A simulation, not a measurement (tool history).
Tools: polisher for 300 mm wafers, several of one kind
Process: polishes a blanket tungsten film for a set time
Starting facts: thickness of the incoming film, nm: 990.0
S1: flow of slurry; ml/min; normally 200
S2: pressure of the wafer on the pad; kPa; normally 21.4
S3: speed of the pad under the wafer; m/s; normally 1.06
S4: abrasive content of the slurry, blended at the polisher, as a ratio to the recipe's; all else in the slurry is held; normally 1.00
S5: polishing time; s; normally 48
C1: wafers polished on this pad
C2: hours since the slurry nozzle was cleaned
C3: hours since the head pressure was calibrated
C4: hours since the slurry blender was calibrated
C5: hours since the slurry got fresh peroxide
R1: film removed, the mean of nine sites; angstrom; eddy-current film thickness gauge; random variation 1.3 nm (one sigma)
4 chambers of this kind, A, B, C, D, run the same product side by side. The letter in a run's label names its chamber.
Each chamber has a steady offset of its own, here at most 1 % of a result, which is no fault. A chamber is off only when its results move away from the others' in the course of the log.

| run | hour | S1 | S2 | S3 | S4 | S5 | C1 | C2 | C3 | C4 | C5 | R1 |
|---|---|---|---|---|---|---|---|---|---|---|---|---|
|  | 0.9 | chamber D: slurry tank refilled with fresh slurry and peroxide |
|  | 4.4 | chamber A: slurry blender recalibrated |
| 1B | 6.5 | 200 | 21.4 | 1.06 | 1.00 | 48 | 515 | 395.1 | 273.7 | 165.5 | 110.7 | 2028.7 |
| 2D | 14.0 | 200 | 21.4 | 1.06 | 1.00 | 48 | 582 | 462.7 | 530.2 | 106.5 | 13.2 | 2009.3 |
|  | 17.0 | chamber A: slurry tank refilled with fresh slurry and peroxide |
| 3A | 21.2 | 200 | 21.4 | 1.06 | 1.00 | 48 | 340 | 583.2 | 563.5 | 16.9 | 4.2 | 2023.9 |
| 4C | 26.1 | 200 | 21.4 | 1.06 | 1.00 | 48 | 759 | 382.4 | 324.8 | 422.4 | 29.8 | 2008.1 |
| 5D | 33.9 | 200 | 21.4 | 1.06 | 1.00 | 48 | 732 | 482.6 | 550.1 | 126.4 | 33.1 | 1991.5 |
| 6C | 41.4 | 240 | 21.4 | 1.06 | 1.00 | 48 | 875 | 397.7 | 340.1 | 437.7 | 45.1 | 2026.5 |
|  | 43.5 | chamber C: worn pad replaced by a new one |
| 7B | 50.9 | 240 | 21.4 | 1.06 | 1.00 | 48 | 850 | 439.5 | 318.1 | 209.9 | 155.1 | 2051.6 |
|  | 54.2 | chamber D: slurry blender recalibrated |
|  | 55.7 | chamber A: worn pad replaced by a new one |
| 8A | 58.2 | 240 | 21.4 | 1.06 | 1.00 | 48 | 18 | 620.2 | 600.5 | 53.9 | 41.2 | 2041.0 |
|  | 61.8 | chamber C: slurry blender recalibrated |
| 9B | 63.6 | 240 | 21.4 | 1.06 | 1.00 | 48 | 946 | 452.2 | 330.8 | 222.6 | 167.8 | 2060.0 |
|  | 67.6 | chamber C: slurry tank refilled with fresh slurry and peroxide |
| 10D | 69.0 | 200 | 21.4 | 1.06 | 1.00 | 48 | 997 | 517.7 | 585.2 | 14.8 | 68.2 | 2015.4 |
|  | 70.5 | chamber D: worn pad replaced by a new one |
|  | 75.1 | chamber C: head pressure recalibrated |
| 11C | 76.7 | 200 | 21.4 | 1.06 | 1.00 | 48 | 250 | 433.0 | 1.7 | 15.0 | 9.2 | 2010.5 |
| 12A | 82.8 | 200 | 21.4 | 1.06 | 1.00 | 48 | 204 | 644.8 | 625.1 | 78.5 | 65.8 | 2002.9 |
| 13D | 90.1 | 200 | 25.5 | 1.06 | 0.75 | 48 | 148 | 538.8 | 606.3 | 35.9 | 89.3 | 2226.0 |
| 14A | 95.3 | 200 | 25.5 | 1.06 | 0.75 | 48 | 298 | 657.3 | 637.6 | 91.0 | 78.3 | 2262.4 |
| 15C | 100.9 | 200 | 25.5 | 1.06 | 0.75 | 48 | 433 | 457.2 | 25.9 | 39.2 | 33.4 | 2208.1 |
|  | 101.9 | chamber B: slurry blender recalibrated |
| 16B | 106.6 | 200 | 25.5 | 1.06 | 0.75 | 48 | 1271 | 495.2 | 373.8 | 4.7 | 210.8 | 2220.6 |
| 17A | 113.9 | 200 | 21.4 | 1.06 | 1.00 | 48 | 439 | 675.9 | 656.2 | 109.6 | 96.9 | 2045.6 |
|  | 114.7 | chamber B: worn pad replaced by a new one |
| 18C | 120.3 | 200 | 21.4 | 1.06 | 1.00 | 48 | 580 | 476.6 | 45.3 | 58.6 | 52.8 | 2003.9 |
| 19D | 126.7 | 200 | 21.4 | 1.06 | 1.00 | 48 | 424 | 575.4 | 642.9 | 72.5 | 125.9 | 2028.6 |
| 20B | 135.4 | 200 | 21.4 | 1.06 | 1.00 | 48 | 156 | 524.0 | 402.6 | 33.5 | 239.6 | 1987.7 |
|  | 136.3 | chamber C: slurry tank refilled with fresh slurry and peroxide |
|  | 140.1 | chamber A: worn pad replaced by a new one |
| 21B | 142.5 | 200 | 21.4 | 1.06 | 1.00 | 48 | 210 | 531.1 | 409.7 | 40.6 | 246.7 | 1989.6 |
| 22C | 147.6 | 200 | 26.2 | 1.06 | 1.20 | 48 | 786 | 503.9 | 72.6 | 85.9 | 11.4 | 2554.0 |
|  | 147.8 | chamber D: slurry tank refilled with fresh slurry and peroxide |
| 23D | 152.3 | 200 | 26.2 | 1.06 | 1.20 | 48 | 617 | 601.0 | 668.5 | 98.1 | 4.5 | 2580.4 |
| 24A | 157.2 | 200 | 26.2 | 1.06 | 1.20 | 48 | 129 | 719.2 | 699.5 | 152.9 | 140.2 | 2623.0 |
| 25D | 161.5 | 200 | 26.2 | 1.06 | 1.20 | 48 | 687 | 610.2 | 677.7 | 107.3 | 13.7 | 2541.6 |
| 26A | 168.9 | 200 | 21.4 | 1.06 | 1.00 | 48 | 217 | 730.9 | 711.2 | 164.6 | 151.9 | 2020.1 |
| 27C | 175.2 | 200 | 21.4 | 1.06 | 1.15 | 56 | 994 | 531.5 | 100.2 | 113.5 | 39.0 | 2422.3 |
|  | 180.8 | chamber A: slurry tank refilled with fresh slurry and peroxide |
|  | 182.7 | chamber B: slurry nozzle cleaned |
| 28B | 183.4 | 200 | 21.4 | 1.06 | 1.15 | 56 | 518 | 0.7 | 450.6 | 81.5 | 287.6 | 2359.9 |
| 29B | 188.4 | 200 | 21.4 | 1.06 | 1.15 | 56 | 556 | 5.7 | 455.6 | 86.5 | 292.6 | 2351.2 |
| 30A | 194.5 | 200 | 21.4 | 1.06 | 1.15 | 56 | 411 | 756.5 | 736.8 | 190.2 | 13.8 | 2448.5 |
|  | 195.3 | chamber C: worn pad replaced by a new one |
| 31C | 199.7 | 200 | 21.4 | 1.06 | 1.00 | 48 | 33 | 556.0 | 124.7 | 138.0 | 63.5 | 2009.0 |
| 32D | 209.4 | 200 | 21.4 | 1.06 | 1.00 | 48 | 1048 | 658.1 | 725.6 | 155.2 | 61.6 | 2037.4 |
| 33D | 214.1 | 200 | 21.4 | 1.06 | 1.00 | 48 | 1084 | 662.8 | 730.3 | 159.9 | 66.3 | 2011.2 |
|  | 214.7 | chamber D: worn pad replaced by a new one |
|  | 214.8 | chamber D: slurry blender recalibrated |
|  | 215.5 | chamber C: slurry tank refilled with fresh slurry and peroxide |
| 34B | 219.3 | 200 | 21.4 | 1.06 | 1.00 | 48 | 789 | 36.6 | 486.5 | 117.4 | 323.5 | 1921.9 |
|  | 222.2 | chamber A: worn pad replaced by a new one |
| 35A | 228.4 | 200 | 21.4 | 1.06 | 1.00 | 48 | 46 | 790.4 | 770.7 | 224.1 | 47.7 | 1992.5 |
| 36C | 236.5 | 200 | 21.4 | 1.06 | 1.00 | 48 | 311 | 592.8 | 161.5 | 174.8 | 21.0 | 2006.0 |
| 37B | 241.6 | 200 | 15.2 | 1.06 | 1.15 | 48 | 958 | 58.9 | 508.8 | 139.7 | 345.8 | 1415.6 |
| 38C | 249.9 | 200 | 15.2 | 1.06 | 1.15 | 48 | 412 | 606.2 | 174.9 | 188.2 | 34.4 | 1462.9 |
| 39D | 255.2 | 200 | 15.2 | 1.06 | 1.15 | 48 | 305 | 703.9 | 771.4 | 40.4 | 107.4 | 1470.7 |
| 40A | 262.0 | 200 | 15.2 | 1.06 | 1.15 | 48 | 300 | 824.0 | 804.3 | 257.7 | 81.3 | 1485.8 |
| 41A | 266.5 | 200 | 21.4 | 1.06 | 1.00 | 48 | 334 | 828.5 | 808.8 | 262.2 | 85.8 | 2005.1 |
| 42D | 270.9 | 200 | 21.4 | 1.06 | 1.00 | 43 | 424 | 719.6 | 787.1 | 56.1 | 123.1 | 1815.3 |

One chamber off, gauge drift, or nothing amiss beyond the chambers' own small offsets? If it is a chamber, which one, and what is the likeliest cause?

One chamber, B, drifts off from the rest bit by bit.
What lies behind it: peroxide lost from the slurry, % = 15.8.
The log may not tell that from: head's pressure below its setpoint, %.

Chamber B could run next with any of the 4 candidate recipes listed below; each alters the usual settings, and their results appear as question marks. Which one brings its results back in line with what the other chambers deliver on the usual settings?
Allowed miss from the other chambers' usual-settings mean, per result, to count as in line: R1 45.0 angstrom
| 43B-1 | 278.0 | 200 | 22.1 | 1.08 | 1.00 | 49 |  |  |  |  |  | ? |
| 43B-2 | 278.0 | 200 | 21.4 | 1.00 | 1.00 | 48 |  |  |  |  |  | ? |
| 43B-3 | 278.0 | 200 | 22.1 | 1.06 | 1.00 | 48 |  |  |  |  |  | ? |
| 43B-4 | 278.0 | 200 | 21.4 | 1.06 | 1.00 | 47 |  |  |  |  |  | ? |

On the usual settings, the other chambers give on average: R1 2010.8 angstrom
| run | R1 |
|---|---|
| 43B-1 | 2022.4 |
| 43B-2 | 1775.1 |
| 43B-3 | 1943.9 |
| 43B-4 | 1844.0 |
The right change is 43B-1: it brings the chamber back within the allowed miss of the others.
